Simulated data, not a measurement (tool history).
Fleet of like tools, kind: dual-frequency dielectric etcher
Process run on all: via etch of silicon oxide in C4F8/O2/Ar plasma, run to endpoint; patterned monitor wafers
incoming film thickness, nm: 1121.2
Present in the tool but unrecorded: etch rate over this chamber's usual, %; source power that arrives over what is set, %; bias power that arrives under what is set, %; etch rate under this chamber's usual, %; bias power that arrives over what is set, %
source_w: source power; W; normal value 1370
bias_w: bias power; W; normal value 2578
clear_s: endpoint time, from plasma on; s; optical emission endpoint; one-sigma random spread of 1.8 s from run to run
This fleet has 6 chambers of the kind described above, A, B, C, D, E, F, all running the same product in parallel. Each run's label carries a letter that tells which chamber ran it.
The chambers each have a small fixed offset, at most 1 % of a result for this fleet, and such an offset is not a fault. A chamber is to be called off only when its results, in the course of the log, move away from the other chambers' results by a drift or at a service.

| run | hour | source_w | bias_w | hours since the last wet clean | hours since the last source power generator calibration | hours since the last bias power generator calibration | clear_s |
|---|---|---|---|---|---|---|---|
| 1A | 3.3 | 1370 | 2578 | 44.4 | 32.5 | 867.9 | 235.54 |
| 2F | 8 | 1370 | 2578 | 450.1 | 2053.8 | 1510.8 | 237.17 |
| 3D | 14 | 1370 | 2578 | 269.4 | 1118.3 | 379.7 | 239.31 |
| 4C | 17.4 | 1370 | 2578 | 211.1 | 2263.1 | 1019 | 236.61 |
| 5E | 22.3 | 1370 | 2578 | 351.3 | 1186.6 | 1172.3 | 236.84 |
| 6B | 29 | 1370 | 2578 | 263.1 | 246.2 | 980 | 241.36 |
| 7A | 33.9 | 1370 | 2578 | 75 | 63.1 | 898.5 | 237.24 |
| 8F | 39.2 | 1370 | 2578 | 481.3 | 2085 | 1542 | 234.36 |
| 9D | 45.5 | 1370 | 2578 | 300.9 | 1149.8 | 411.2 | 240.9 |
| 10C | 50.5 | 1370 | 2578 | 244.2 | 2296.2 | 1052.1 | 236.98 |
| 11E | 53.9 | 1370 | 2578 | 382.9 | 1218.2 | 1203.9 | 237.44 |
|  | 58.9 | chamber F: wet clean of the chamber |
| 12B | 59.2 | 1370 | 2578 | 293.3 | 276.4 | 1010.2 | 243.84 |
| 13E | 62.3 | 1110 | 2865 | 391.3 | 1226.6 | 1212.3 | 248.48 |
| 14C | 68.8 | 1110 | 2865 | 262.5 | 2314.5 | 1070.4 | 251.94 |
| 15D | 73.4 | 1110 | 2865 | 328.8 | 1177.7 | 439.1 | 246.8 |
| 16F | 76.4 | 1110 | 2865 | 17.5 | 2122.2 | 1579.2 | 248.56 |
| 17B | 83 | 1110 | 2865 | 317.1 | 300.2 | 1034 | 251.67 |
|  | 84.3 | chamber E: wet clean of the chamber |
| 18A | 87.4 | 1110 | 2865 | 128.5 | 116.6 | 952 | 244.68 |
| 19E | 92.4 | 1370 | 2578 | 8.1 | 1256.7 | 1242.4 | 238.23 |
| 20A | 97.4 | 1370 | 2578 | 138.5 | 126.6 | 962 | 233.22 |
| 21D | 102.9 | 1370 | 2578 | 358.3 | 1207.2 | 468.6 | 237.37 |
| 22C | 109.1 | 1370 | 2788 | 302.8 | 2354.8 | 1110.7 | 229.02 |
| 23B | 112.5 | 1370 | 2788 | 346.6 | 329.7 | 1063.5 | 239.41 |
| 24F | 119 | 1370 | 2788 | 60.1 | 2164.8 | 1621.8 | 229.87 |
| 25B | 125.1 | 1370 | 2788 | 359.2 | 342.3 | 1076.1 | 236.57 |
| 26E | 130.3 | 1370 | 2788 | 46 | 1294.6 | 1280.3 | 228.54 |
| 27C | 134.8 | 1370 | 2788 | 328.5 | 2380.5 | 1136.4 | 232.65 |
| 28D | 139.3 | 1370 | 2578 | 394.7 | 1243.6 | 505 | 237.87 |
| 29A | 145.9 | 1370 | 2578 | 187 | 175.1 | 1010.5 | 232.67 |
|  | 146.3 | chamber D: wet clean of the chamber |
| 30F | 149.2 | 1370 | 2578 | 90.3 | 2195 | 1652 | 236.57 |
| 31C | 152.8 | 1370 | 2578 | 346.5 | 2398.5 | 1154.4 | 235.51 |
| 32A | 155.8 | 1370 | 2578 | 196.9 | 185 | 1020.4 | 237.3 |
| 33D | 161.6 | 1370 | 2578 | 15.3 | 1265.9 | 527.3 | 239.99 |
| 34B | 164.5 | 1370 | 2578 | 398.6 | 381.7 | 1115.5 | 249.32 |
| 35E | 170 | 1370 | 2578 | 85.7 | 1334.3 | 1320 | 238.44 |
| 36F | 174.7 | 1680 | 3198 | 115.8 | 2220.5 | 1677.5 | 201.51 |
| 37C | 180.9 | 1680 | 3198 | 374.6 | 2426.6 | 1182.5 | 203.77 |
| 38D | 184.9 | 1680 | 3198 | 38.6 | 1289.2 | 550.6 | 203.85 |
| 39F | 189.2 | 1680 | 3198 | 130.3 | 2235 | 1692 | 205.67 |
| 40E | 195.6 | 1680 | 3198 | 111.3 | 1359.9 | 1345.6 | 204.21 |

All chambers now run identical settings, listed one chamber a line with results as question marks. What results will each chamber show?
| 41A | 200.4 | 1370 | 2810 |  |  |  | ? |
| 41B | 200.4 | 1370 | 2810 |  |  |  | ? |
| 41C | 200.4 | 1370 | 2810 |  |  |  | ? |
| 41D | 200.4 | 1370 | 2810 |  |  |  | ? |
| 41E | 200.4 | 1370 | 2810 |  |  |  | ? |
| 41F | 200.4 | 1370 | 2810 |  |  |  | ? |

| run | clear_s |
|---|---|
| 41A | 229.77 |
| 41B | 249.75 |
| 41C | 232.87 |
| 41D | 231.08 |
| 41E | 228.87 |
| 41F | 229.42 |
